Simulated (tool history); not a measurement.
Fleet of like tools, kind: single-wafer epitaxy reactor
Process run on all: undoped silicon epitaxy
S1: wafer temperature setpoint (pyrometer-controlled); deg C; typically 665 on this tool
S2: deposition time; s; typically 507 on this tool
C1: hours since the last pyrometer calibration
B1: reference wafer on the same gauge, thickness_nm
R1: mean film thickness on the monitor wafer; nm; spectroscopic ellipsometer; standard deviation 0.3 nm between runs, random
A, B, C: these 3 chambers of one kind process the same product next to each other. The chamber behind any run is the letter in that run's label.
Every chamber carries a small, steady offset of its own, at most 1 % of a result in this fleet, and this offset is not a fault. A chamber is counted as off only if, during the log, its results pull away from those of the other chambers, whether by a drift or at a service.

run,hour,S1,S2,C1,B1,R1
1B,2.1,665,507,833.3,111.98,117.100
2C,4.9,665,507,1036.9,111.91,117.600
3A,9.2,665,507,739.8,112.01,118.810
4B,12.9,665,507,844.1,112.01,117.100
5C,17.0,665,507,1049.0,111.98,116.850
6A,19.9,665,507,750.5,112.03,117.920
7A,22.3,665,507,752.9,111.97,117.710
8C,26.5,665,507,1058.5,112.04,117.140
9B,29.5,665,507,860.7,112.01,116.070
10A,33.1,665,507,763.7,111.96,118.520
11B,37.1,652,606,868.3,111.97,105.430
12C,39.5,652,606,1071.5,112.00,105.730
13A,43.2,652,606,773.8,112.00,107.080
14B,45.7,655,549,876.9,111.98,101.310
15C,48.2,655,549,1080.2,112.01,102.400
16B,51.8,655,549,883.0,112.03,100.560
17A,55.0,665,605,785.6,111.96,141.390
18C,57.6,665,605,1089.6,111.96,138.990
19A,59.7,665,605,790.3,111.95,140.970
20C,63.1,665,507,1095.1,112.01,117.300
21B,66.5,665,507,897.7,112.01,114.460
22B,68.4,665,507,899.6,112.01,114.140
23A,71.1,657,507,801.7,111.91,100.190
24C,74.4,657,507,1106.4,112.07,98.687
25C,78.0,657,507,1110.0,111.96,98.673
26A,80.7,665,507,811.3,112.01,118.810
27B,83.0,665,507,914.2,112.02,113.610
28A,85.6,665,507,816.2,112.04,117.900
29C,88.3,665,507,1120.3,112.01,117.670
30B,92.3,665,507,923.5,111.97,113.030
31C,94.9,665,507,1126.9,112.02,116.990

Has any chamber moved away from the others, gradually or after a service, or does the common gauge drift, or do the chambers differ only by their own small steady offsets? State the chamber and the most likely cause if one applies.

It is chamber B that slowly wanders off from its peers.
Likeliest cause: wafer temperature below the value expected at the setpoint (K) = 1.7.

Chamber B could run next with any of the 4 candidate recipes listed below; each alters the usual settings, and their results appear as question marks. Which one brings its results back in line with what the other chambers deliver on the usual settings?
In-line tolerance around the mean of the other chambers on the usual settings: R1 1.000 nm
32B-1,98.0,667,507,,,?
32B-2,98.0,663,507,,,?
32B-3,98.0,665,550,,,?
32B-4,98.0,665,467,,,?

What the other chambers average on the usual settings: R1 117.740 nm
run,R1
32B-1,118.060
32B-2,108.620
32B-3,122.860
32B-4,104.320
32B-1 brings the chamber back in line.
